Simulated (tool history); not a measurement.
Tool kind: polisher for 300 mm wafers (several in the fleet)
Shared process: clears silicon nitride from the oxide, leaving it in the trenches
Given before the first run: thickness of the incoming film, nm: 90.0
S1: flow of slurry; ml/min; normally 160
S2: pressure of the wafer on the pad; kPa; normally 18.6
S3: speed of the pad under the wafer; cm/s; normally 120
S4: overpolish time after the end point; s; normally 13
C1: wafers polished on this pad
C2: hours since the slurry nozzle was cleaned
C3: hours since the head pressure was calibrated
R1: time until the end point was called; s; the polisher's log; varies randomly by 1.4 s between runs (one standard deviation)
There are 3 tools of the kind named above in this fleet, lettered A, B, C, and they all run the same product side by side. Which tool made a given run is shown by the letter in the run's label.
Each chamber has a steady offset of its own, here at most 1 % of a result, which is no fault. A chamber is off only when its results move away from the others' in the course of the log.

run   hour   S1    S2   S3  S4   C1     C2     C3      R1
 1B    8.3  160  18.6  120  13  482  730.7  456.5  77.796
      17.2  -- chamber B: worn pad replaced by a new one
 2A   18.4  160  18.6  120  13  608  642.5  363.9  81.316
 3C   30.9  160  18.6  120  13  805  735.6  619.4  79.030
      42.2  -- chamber B: slurry nozzle cleaned
 4C   44.8  160  18.6  120  13  915  749.5  633.3  79.943
      51.3  -- chamber C: worn pad replaced by a new one
 5A   60.3  160  18.6  120  13  938  684.4  405.8  80.901
      66.5  -- chamber A: worn pad replaced by a new one
 6B   72.0  160  18.6  120  13  432   29.9  520.2  82.107
 7B   79.9  120  21.4  120  13  494   37.8  528.1  74.137
 8C   87.6  120  21.4  120  13  286  792.3  676.1  73.596
 9A   97.6  120  21.4  120  13  245  721.7  443.1  76.246
     104.9  -- chamber B: worn pad replaced by a new one
10B  105.6  160  18.6  120  13    6   63.5  553.8  81.551
11A  118.6  160  18.6  120  13  410  742.7  464.1  82.016
12C  131.8  160  18.6  120  13  635  836.5  720.3  77.302
13C  142.3  160  18.6  120  13  717  847.0  730.8  75.571
     143.0  -- chamber C: slurry nozzle cleaned
14B  152.6  160  18.6  120  13  376  110.5  600.8  82.328
15A  164.8  160  18.6  120  13  774  788.9  510.3  80.298
16A  173.1  160  18.6  120  13  840  797.2  518.6  81.914
     173.7  -- chamber B: worn pad replaced by a new one
     176.8  -- chamber B: head pressure recalibrated
     177.6  -- chamber C: worn pad replaced by a new one
17C  182.7  160  18.6  120  13   40   39.8  771.2  77.217
18B  195.5  160  18.6  120  13  172  153.4   18.7  79.429
19B  204.0  160  18.6  120  13  239  161.9   27.2  78.660
20C  218.0  160  18.6  120  13  318   75.1  806.5  73.962
     225.2  -- chamber A: worn pad replaced by a new one
21A  231.0  160  18.6  120  13   46  855.1  576.5  81.094
22A  243.1  160  18.6  120  13  141  867.2  588.6  82.117
23B  250.3  160  18.6  120  13  603  208.2   73.5  78.390
     259.6  -- chamber A: slurry nozzle cleaned
24C  262.3  160  18.6  120  13  667  119.4  850.8  74.140
     264.2  -- chamber B: worn pad replaced by a new one
25B  269.4  160  18.6  120  13   41  227.3   92.6  83.232
26C  284.9  160  18.6  120  13  846  142.0  873.4  72.940
27A  293.7  160  18.6  120  13  540   34.1  639.2  79.597
28C  301.8  160  18.6  120  13  979  158.9  890.3  71.606
29B  309.0  160  18.6  120  13  353  266.9  132.2  81.229

Next, all 3 chambers run the settings below, one line each with question marks for the results. What does each chamber give?
30A  320.5  160  18.6  120   7               ?
30B  320.5  160  18.6  120   7               ?
30C  320.5  160  18.6  120   7               ?

run      R1
30A  80.113
30B  79.986
30C  69.806
